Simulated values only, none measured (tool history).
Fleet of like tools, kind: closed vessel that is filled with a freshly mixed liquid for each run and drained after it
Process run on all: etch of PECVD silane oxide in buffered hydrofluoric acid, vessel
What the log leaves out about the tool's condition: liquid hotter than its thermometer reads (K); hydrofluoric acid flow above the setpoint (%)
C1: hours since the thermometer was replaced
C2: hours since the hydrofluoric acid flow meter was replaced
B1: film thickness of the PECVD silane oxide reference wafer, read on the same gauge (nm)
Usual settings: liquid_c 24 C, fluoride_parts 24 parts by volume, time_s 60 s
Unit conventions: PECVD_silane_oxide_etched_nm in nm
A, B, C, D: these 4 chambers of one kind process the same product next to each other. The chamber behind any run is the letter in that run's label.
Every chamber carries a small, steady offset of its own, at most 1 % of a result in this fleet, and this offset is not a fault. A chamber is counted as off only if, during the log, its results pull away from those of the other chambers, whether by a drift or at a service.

{"run": "1A", "day": 0.267, "liquid_c": 24, "fluoride_parts": 24, "time_s": 60, "C1": 894.2, "C2": 364.5, "B1": 40.017, "PECVD_silane_oxide_etched_nm": 108.9}
{"run": "2D", "day": 0.517, "liquid_c": 24, "fluoride_parts": 24, "time_s": 60, "C1": 36.2, "C2": 789.6, "B1": 39.974, "PECVD_silane_oxide_etched_nm": 109.51}
{"run": "3C", "day": 0.8, "liquid_c": 24, "fluoride_parts": 24, "time_s": 60, "C1": 1686.1, "C2": 144.2, "B1": 40.021, "PECVD_silane_oxide_etched_nm": 108.96}
{"run": "4B", "day": 0.954, "liquid_c": 24, "fluoride_parts": 24, "time_s": 60, "C1": 83.4, "C2": 149.7, "B1": 40.042, "PECVD_silane_oxide_etched_nm": 110.25}
{"run": "5C", "day": 1.108, "liquid_c": 24, "fluoride_parts": 24, "time_s": 40, "C1": 1693.5, "C2": 151.6, "B1": 39.985, "PECVD_silane_oxide_etched_nm": 72.467}
{"run": "6D", "day": 1.396, "liquid_c": 24, "fluoride_parts": 24, "time_s": 40, "C1": 57.3, "C2": 810.7, "B1": 40.034, "PECVD_silane_oxide_etched_nm": 73.273}
{"run": "7B", "day": 1.596, "liquid_c": 24, "fluoride_parts": 24, "time_s": 40, "C1": 98.8, "C2": 165.1, "B1": 39.957, "PECVD_silane_oxide_etched_nm": 74.11}
{"run": "8A", "day": 1.738, "liquid_c": 24, "fluoride_parts": 24, "time_s": 40, "C1": 929.5, "C2": 399.8, "B1": 39.998, "PECVD_silane_oxide_etched_nm": 73.113}
{"run": "9C", "day": 1.996, "liquid_c": 24, "fluoride_parts": 24, "time_s": 60, "C1": 1714.8, "C2": 172.9, "B1": 40.014, "PECVD_silane_oxide_etched_nm": 109.72}
{"day": 2.146, "done": "chamber A: thermometer replaced"}
{"run": "10B", "day": 2.188, "liquid_c": 24, "fluoride_parts": 24, "time_s": 60, "C1": 113, "C2": 179.3, "B1": 39.975, "PECVD_silane_oxide_etched_nm": 109.74}
{"run": "11A", "day": 2.408, "liquid_c": 24, "fluoride_parts": 24, "time_s": 60, "C1": 6.3, "C2": 415.9, "B1": 40.008, "PECVD_silane_oxide_etched_nm": 109.46}
{"run": "12D", "day": 2.596, "liquid_c": 24, "fluoride_parts": 24, "time_s": 60, "C1": 86.1, "C2": 839.5, "B1": 39.981, "PECVD_silane_oxide_etched_nm": 109.38}
{"run": "13A", "day": 2.808, "liquid_c": 24, "fluoride_parts": 24, "time_s": 95, "C1": 15.9, "C2": 425.5, "B1": 40.001, "PECVD_silane_oxide_etched_nm": 174.42}
{"run": "14B", "day": 3.071, "liquid_c": 24, "fluoride_parts": 24, "time_s": 95, "C1": 134.2, "C2": 200.5, "B1": 40.036, "PECVD_silane_oxide_etched_nm": 173.2}
{"run": "15C", "day": 3.325, "liquid_c": 24, "fluoride_parts": 24, "time_s": 95, "C1": 1746.7, "C2": 204.8, "B1": 39.963, "PECVD_silane_oxide_etched_nm": 173.91}
{"run": "16D", "day": 3.629, "liquid_c": 24, "fluoride_parts": 24, "time_s": 95, "C1": 110.9, "C2": 864.3, "B1": 40.035, "PECVD_silane_oxide_etched_nm": 173.97}
{"run": "17A", "day": 3.867, "liquid_c": 24, "fluoride_parts": 24, "time_s": 60, "C1": 41.3, "C2": 450.9, "B1": 40.033, "PECVD_silane_oxide_etched_nm": 109.44}
{"run": "18C", "day": 4.038, "liquid_c": 19, "fluoride_parts": 16, "time_s": 60, "C1": 1763.8, "C2": 221.9, "B1": 39.995, "PECVD_silane_oxide_etched_nm": 119.2}
{"run": "19D", "day": 4.346, "liquid_c": 19, "fluoride_parts": 16, "time_s": 60, "C1": 128.1, "C2": 881.5, "B1": 40.029, "PECVD_silane_oxide_etched_nm": 117.3}
{"run": "20B", "day": 4.658, "liquid_c": 19, "fluoride_parts": 16, "time_s": 60, "C1": 172.3, "C2": 238.6, "B1": 40.007, "PECVD_silane_oxide_etched_nm": 116.93}
{"run": "21C", "day": 4.888, "liquid_c": 19, "fluoride_parts": 16, "time_s": 60, "C1": 1784.2, "C2": 242.3, "B1": 40.021, "PECVD_silane_oxide_etched_nm": 120.85}
{"run": "22A", "day": 5.212, "liquid_c": 24, "fluoride_parts": 24, "time_s": 60, "C1": 73.6, "C2": 483.2, "B1": 40.021, "PECVD_silane_oxide_etched_nm": 109.48}
{"run": "23D", "day": 5.533, "liquid_c": 24, "fluoride_parts": 24, "time_s": 30, "C1": 156.6, "C2": 910, "B1": 39.995, "PECVD_silane_oxide_etched_nm": 54.796}
{"run": "24B", "day": 5.683, "liquid_c": 24, "fluoride_parts": 24, "time_s": 30, "C1": 196.9, "C2": 263.2, "B1": 40.016, "PECVD_silane_oxide_etched_nm": 54.692}
{"run": "25D", "day": 6.0, "liquid_c": 24, "fluoride_parts": 24, "time_s": 30, "C1": 167.8, "C2": 921.2, "B1": 39.988, "PECVD_silane_oxide_etched_nm": 55.312}
{"run": "26B", "day": 6.3, "liquid_c": 24, "fluoride_parts": 24, "time_s": 30, "C1": 211.7, "C2": 278, "B1": 40.013, "PECVD_silane_oxide_etched_nm": 54.987}
{"run": "27C", "day": 6.617, "liquid_c": 24, "fluoride_parts": 24, "time_s": 60, "C1": 1825.7, "C2": 283.8, "B1": 40.032, "PECVD_silane_oxide_etched_nm": 113.24}
{"run": "28A", "day": 6.871, "liquid_c": 24, "fluoride_parts": 24, "time_s": 60, "C1": 113.4, "C2": 523, "B1": 40.004, "PECVD_silane_oxide_etched_nm": 108.61}
{"run": "29A", "day": 7.067, "liquid_c": 24, "fluoride_parts": 24, "time_s": 60, "C1": 118.1, "C2": 527.7, "B1": 40.033, "PECVD_silane_oxide_etched_nm": 110.45}
{"run": "30C", "day": 7.254, "liquid_c": 24, "fluoride_parts": 24, "time_s": 60, "C1": 1841, "C2": 299.1, "B1": 39.995, "PECVD_silane_oxide_etched_nm": 112.43}

Does one chamber stand apart from the rest, does the shared gauge drift, or is all well apart from small per-chamber offsets? Give the chamber and the most likely cause, where there is one.

It is chamber C that slowly wanders off from its peers.
Cause: liquid hotter than its thermometer reads (K) = 0.912.
Not necessarily distinguishable in this log from: hydrofluoric acid flow above the setpoint (%).

Below are 4 candidate recipes for chamber C's next run, each the usual settings with a change, their results shown as question marks. Which of them brings C's results back in line with what the other chambers give on the usual settings?
Maximum distance from the other chambers' mean on the usual settings for a result to count as in line: PECVD_silane_oxide_etched_nm 2 nm
{"run": "31C-1", "day": 7.488, "liquid_c": 24, "fluoride_parts": 25.5, "time_s": 60, "PECVD_silane_oxide_etched_nm": "?"}
{"run": "31C-2", "day": 7.488, "liquid_c": 24, "fluoride_parts": 26.5, "time_s": 60, "PECVD_silane_oxide_etched_nm": "?"}
{"run": "31C-3", "day": 7.488, "liquid_c": 24.5, "fluoride_parts": 22.5, "time_s": 60, "PECVD_silane_oxide_etched_nm": "?"}
{"run": "31C-4", "day": 7.488, "liquid_c": 24, "fluoride_parts": 22.5, "time_s": 60, "PECVD_silane_oxide_etched_nm": "?"}

On the usual settings, the other chambers give on average: PECVD_silane_oxide_etched_nm 109.77 nm
run=31C-1 PECVD_silane_oxide_etched_nm=109.4
run=31C-2 PECVD_silane_oxide_etched_nm=106.56
run=31C-3 PECVD_silane_oxide_etched_nm=122.41
run=31C-4 PECVD_silane_oxide_etched_nm=119.18
31C-1 puts the chamber back in line with the other chambers.
